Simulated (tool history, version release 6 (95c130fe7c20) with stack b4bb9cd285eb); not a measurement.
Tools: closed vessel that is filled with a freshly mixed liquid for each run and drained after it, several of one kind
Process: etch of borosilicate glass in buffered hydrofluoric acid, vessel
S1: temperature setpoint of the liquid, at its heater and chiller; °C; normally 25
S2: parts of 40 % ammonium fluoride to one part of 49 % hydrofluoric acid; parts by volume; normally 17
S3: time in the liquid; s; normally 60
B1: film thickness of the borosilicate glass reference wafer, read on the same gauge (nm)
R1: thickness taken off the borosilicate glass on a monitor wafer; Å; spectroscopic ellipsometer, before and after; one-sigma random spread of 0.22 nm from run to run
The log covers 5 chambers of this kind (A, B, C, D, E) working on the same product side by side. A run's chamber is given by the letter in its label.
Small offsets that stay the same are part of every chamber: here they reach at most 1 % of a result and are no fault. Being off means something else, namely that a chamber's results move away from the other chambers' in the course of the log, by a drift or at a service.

run	hour	S1	S2	S3	B1	R1
1A	10.9	25	17	60	129.98	473.98
2B	23.5	25	17	60	130.02	473.06
3D	29.9	25	17	60	129.99	474.42
4E	36.8	25	17	60	129.99	471.15
5C	45.7	25	17	60	129.99	472.55
6E	55.3	25	17	60	130.02	467.74
7D	67.1	25	17	60	130.01	473.42
8B	74.4	25	17	60	129.96	470.62
9A	86	25	17	60	129.99	469.33
10C	94.4	25	17	60	130	470.81
# hour 96.2: chamber D: thermometer replaced
11A	100.2	25	17	60	129.96	471.68
12B	108.1	25	11	60	129.99	719.01
13E	119.8	25	11	60	129.98	733.74
14C	133.1	25	11	60	130	716.08
15D	143.7	25	11	60	129.99	720.55
16D	149.5	25	11	60	129.98	724.54
17B	162	29	10.5	60	130.01	923.68
# hour 163: chamber B: thermometer replaced
18E	169.5	29	10.5	60	130.01	970.99
19A	176.1	29	10.5	60	130.05	938.48
# hour 177.5: chamber B: hydrofluoric acid flow meter replaced
20C	184.3	29	10.5	60	129.99	930.51
21B	193.4	29	10.5	60	130	923.34
22C	203.6	25	17	60	130	465.41
23E	214.8	25	17	60	130.02	487.03
24A	227.2	25	17	60	129.99	472.99
25D	236.6	25	17	60	130	469.27
26D	246.3	25	17	60	129.99	473.46
27A	256.5	25	17	60	129.96	473.51
28C	268.8	25	17	60	130	466.45
29E	281.1	25	17	60	129.98	489.9
30B	289	25	17	30	130.03	235.13
31B	298.4	25	17	30	130.01	235.8
32C	305.7	25	17	30	129.97	234.97
33D	313.6	25	17	30	129.98	237.43
34E	323.7	25	17	30	130.02	247.28
35A	331.5	25	17	60	129.99	471.48

Each of the 5 chambers runs these same settings next. Fill in every chamber's results:
36A	341.1	22.5	17	60		?
36B	341.1	22.5	17	60		?
36C	341.1	22.5	17	60		?
36D	341.1	22.5	17	60		?
36E	341.1	22.5	17	60		?

run	R1
36A	414.37
36B	414.17
36C	411.67
36D	417.26
36E	434.48
